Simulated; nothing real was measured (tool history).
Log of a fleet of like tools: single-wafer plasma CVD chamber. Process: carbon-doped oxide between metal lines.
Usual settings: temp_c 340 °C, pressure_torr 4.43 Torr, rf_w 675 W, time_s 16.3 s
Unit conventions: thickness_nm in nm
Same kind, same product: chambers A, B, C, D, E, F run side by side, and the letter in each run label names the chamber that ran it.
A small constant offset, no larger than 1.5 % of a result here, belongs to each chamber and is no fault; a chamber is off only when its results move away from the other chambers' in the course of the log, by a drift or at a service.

| run | hour | temp_c | pressure_torr | rf_w | time_s | hours since the last thermocouple change | hours since the last RF generator calibration | hours since the last manometer calibration | read-back reference wafer on the same gauge, thickness_nm | thickness_nm |
|---|---|---|---|---|---|---|---|---|---|---|
| 1E | 10.5 | 340 | 4.43 | 675 | 16.3 | 902.2 | 610.9 | 638 | 113.94 | 104.3 |
| 2B | 21.4 | 340 | 4.43 | 675 | 16.3 | 1746.3 | 542.8 | 1149.4 | 114.01 | 102.15 |
| 3D | 34.2 | 340 | 4.43 | 675 | 16.3 | 1590.9 | 1568.6 | 235.7 | 113.94 | 101.62 |
| 4A | 47.3 | 340 | 4.43 | 675 | 16.3 | 587 | 265 | 514.1 | 113.83 | 101.87 |
| 5F | 57.3 | 340 | 4.43 | 675 | 16.3 | 1324.6 | 1113.9 | 1734 | 114 | 101.93 |
| 6C | 70.8 | 340 | 4.43 | 675 | 16.3 | 955.5 | 1555.7 | 959.7 | 114.15 | 102.44 |
| 7B | 79.6 | 340 | 5.31 | 675 | 13.7 | 1804.5 | 601 | 1207.6 | 114.04 | 89.261 |
| 8F | 88.7 | 340 | 5.31 | 675 | 13.7 | 1356 | 1145.3 | 1765.4 | 114.04 | 87.697 |
| 9D | 98.1 | 340 | 5.31 | 675 | 13.7 | 1654.8 | 1632.5 | 299.6 | 114.05 | 87.828 |
| 10A | 112.6 | 340 | 5.31 | 675 | 13.7 | 652.3 | 330.3 | 579.4 | 113.97 | 87.56 |
| 11E | 121 | 340 | 5.31 | 675 | 13.7 | 1012.7 | 721.4 | 748.5 | 113.98 | 90.003 |
| 12C | 129 | 340 | 5.31 | 675 | 13.7 | 1013.7 | 1613.9 | 1017.9 | 113.96 | 88.641 |
| 13F | 139.8 | 340 | 4.43 | 675 | 16.3 | 1407.1 | 1196.4 | 1816.5 | 114.03 | 101.76 |
| 14B | 152.8 | 340 | 4.43 | 545 | 16.3 | 1877.7 | 674.2 | 1280.8 | 113.97 | 89.824 |
| 15E | 163.1 | 340 | 4.43 | 545 | 16.3 | 1054.8 | 763.5 | 790.6 | 114.07 | 91.012 |
| 16A | 175.6 | 340 | 4.43 | 545 | 16.3 | 715.3 | 393.3 | 642.4 | 114 | 88.764 |
| 17C | 189.4 | 340 | 4.43 | 545 | 16.3 | 1074.1 | 1674.3 | 1078.3 | 114.03 | 89.848 |
| 18D | 199.5 | 340 | 4.43 | 545 | 16.3 | 1756.2 | 1733.9 | 401 | 114 | 88.767 |
| 19B | 208.5 | 340 | 4.43 | 545 | 16.3 | 1933.4 | 729.9 | 1336.5 | 114.07 | 89.199 |
| 20C | 217.3 | 340 | 4.43 | 675 | 16.3 | 1102 | 1702.2 | 1106.2 | 113.92 | 101.99 |
| 21D | 230.8 | 340 | 4.43 | 675 | 16.3 | 1787.5 | 1765.2 | 432.3 | 113.95 | 100.91 |
| 22E | 243.1 | 340 | 4.43 | 675 | 16.3 | 1134.8 | 843.5 | 870.6 | 114.05 | 104.3 |
|  | 244.2 | chamber D: RF generator calibrated |
| 23A | 249.7 | 340 | 4.43 | 675 | 16.3 | 789.4 | 467.4 | 716.5 | 114.01 | 101.29 |
| 24F | 258.7 | 340 | 4.43 | 675 | 16.3 | 1526 | 1315.3 | 1935.4 | 113.92 | 101.65 |
|  | 263.6 | chamber B: capacitance manometer re-zeroed and calibrated |
| 25F | 270.4 | 340 | 4.43 | 675 | 16.3 | 1537.7 | 1327 | 1947.1 | 113.88 | 101.95 |
| 26B | 280.8 | 340 | 4.43 | 675 | 16.3 | 2005.7 | 802.2 | 17.3 | 114.02 | 100.55 |
|  | 284.4 | chamber D: thermocouple changed; heater temperature recalibrated |
| 27E | 292.8 | 340 | 4.43 | 675 | 16.3 | 1184.5 | 893.2 | 920.3 | 114.03 | 104.33 |
|  | 303 | chamber B: thermocouple changed; heater temperature recalibrated |
| 28A | 305.8 | 347 | 4.43 | 675 | 16.3 | 845.5 | 523.5 | 772.6 | 113.98 | 99.993 |
|  | 306.2 | chamber F: RF generator calibrated |
| 29D | 317.4 | 347 | 4.43 | 675 | 16.3 | 33.1 | 73.2 | 518.9 | 114.01 | 99.8 |
| 30C | 330.9 | 347 | 4.43 | 675 | 16.3 | 1215.6 | 1815.8 | 1219.8 | 114.07 | 100.15 |
| 31C | 343.5 | 347 | 4.43 | 675 | 16.3 | 1228.2 | 1828.4 | 1232.4 | 113.96 | 100.33 |
| 32D | 351.9 | 347 | 4.43 | 675 | 16.3 | 67.6 | 107.7 | 553.4 | 114.01 | 99.824 |
| 33B | 361.7 | 347 | 4.43 | 675 | 16.3 | 58.8 | 883.1 | 98.2 | 114.07 | 98.036 |
| 34E | 369.3 | 340 | 4.43 | 675 | 16.3 | 1261 | 969.7 | 996.8 | 114.06 | 104.06 |
| 35F | 378.2 | 340 | 4.43 | 675 | 16.3 | 1645.5 | 72.1 | 2054.9 | 113.99 | 102.16 |
| 36A | 389.2 | 340 | 4.43 | 675 | 16.3 | 928.9 | 606.9 | 856 | 114.04 | 100.8 |
| 37F | 400.3 | 340 | 4.43 | 675 | 16.3 | 1667.6 | 94.2 | 2077 | 113.92 | 102.32 |
| 38D | 411.5 | 340 | 5.26 | 675 | 15.2 | 127.2 | 167.3 | 613 | 113.89 | 96.721 |
|  | 414.9 | chamber F: capacitance manometer re-zeroed and calibrated |
| 39B | 420.2 | 340 | 5.26 | 675 | 15.2 | 117.3 | 941.6 | 156.7 | 114.09 | 95.811 |
| 40C | 432.5 | 340 | 5.26 | 675 | 15.2 | 1317.2 | 1917.4 | 1321.4 | 113.97 | 97.358 |
| 41E | 440.1 | 340 | 5.26 | 675 | 15.2 | 1331.8 | 1040.5 | 1067.6 | 114.01 | 100.28 |
| 42A | 452.2 | 340 | 5.26 | 675 | 15.2 | 991.9 | 669.9 | 919 | 114.11 | 97.118 |
| 43E | 462.9 | 340 | 5.26 | 675 | 15.2 | 1354.6 | 1063.3 | 1090.4 | 114.07 | 99.832 |
| 44F | 474.1 | 340 | 5.16 | 675 | 15 | 1741.4 | 168 | 59.2 | 114.03 | 95.803 |

What goes on in this fleet: one chamber off, a drifting gauge, or nothing beyond the chambers' own small offsets? Name the chamber and the cause, if any.

One chamber, B, drifts off from the rest bit by bit.
Likeliest cause: delivered RF power below the setpoint (%) = 5.52.

Here are 4 candidates for chamber B's next run, each the usual settings with a change, their results left as question marks. Which one brings its results back in line with what the others give on the usual settings?
Counts as in line when no further than this from what the other chambers average on the usual settings: thickness_nm 1.3 nm
| 45B-1 | 484.9 | 340 | 4.46 | 675 | 16.7 |  |  |  |  | ? |
| 45B-2 | 484.9 | 340 | 4.42 | 675 | 16.2 |  |  |  |  | ? |
| 45B-3 | 484.9 | 340 | 4.43 | 675 | 16.4 |  |  |  |  | ? |
| 45B-4 | 484.9 | 340 | 4.43 | 675 | 15.8 |  |  |  |  | ? |

Mean of the other chambers on the usual settings: thickness_nm 102.19 nm
| run | thickness_nm |
|---|---|
| 45B-1 | 101.84 |
| 45B-2 | 98.727 |
| 45B-3 | 99.955 |
| 45B-4 | 96.359 |
With 45B-1, the chamber falls back in line with the rest.
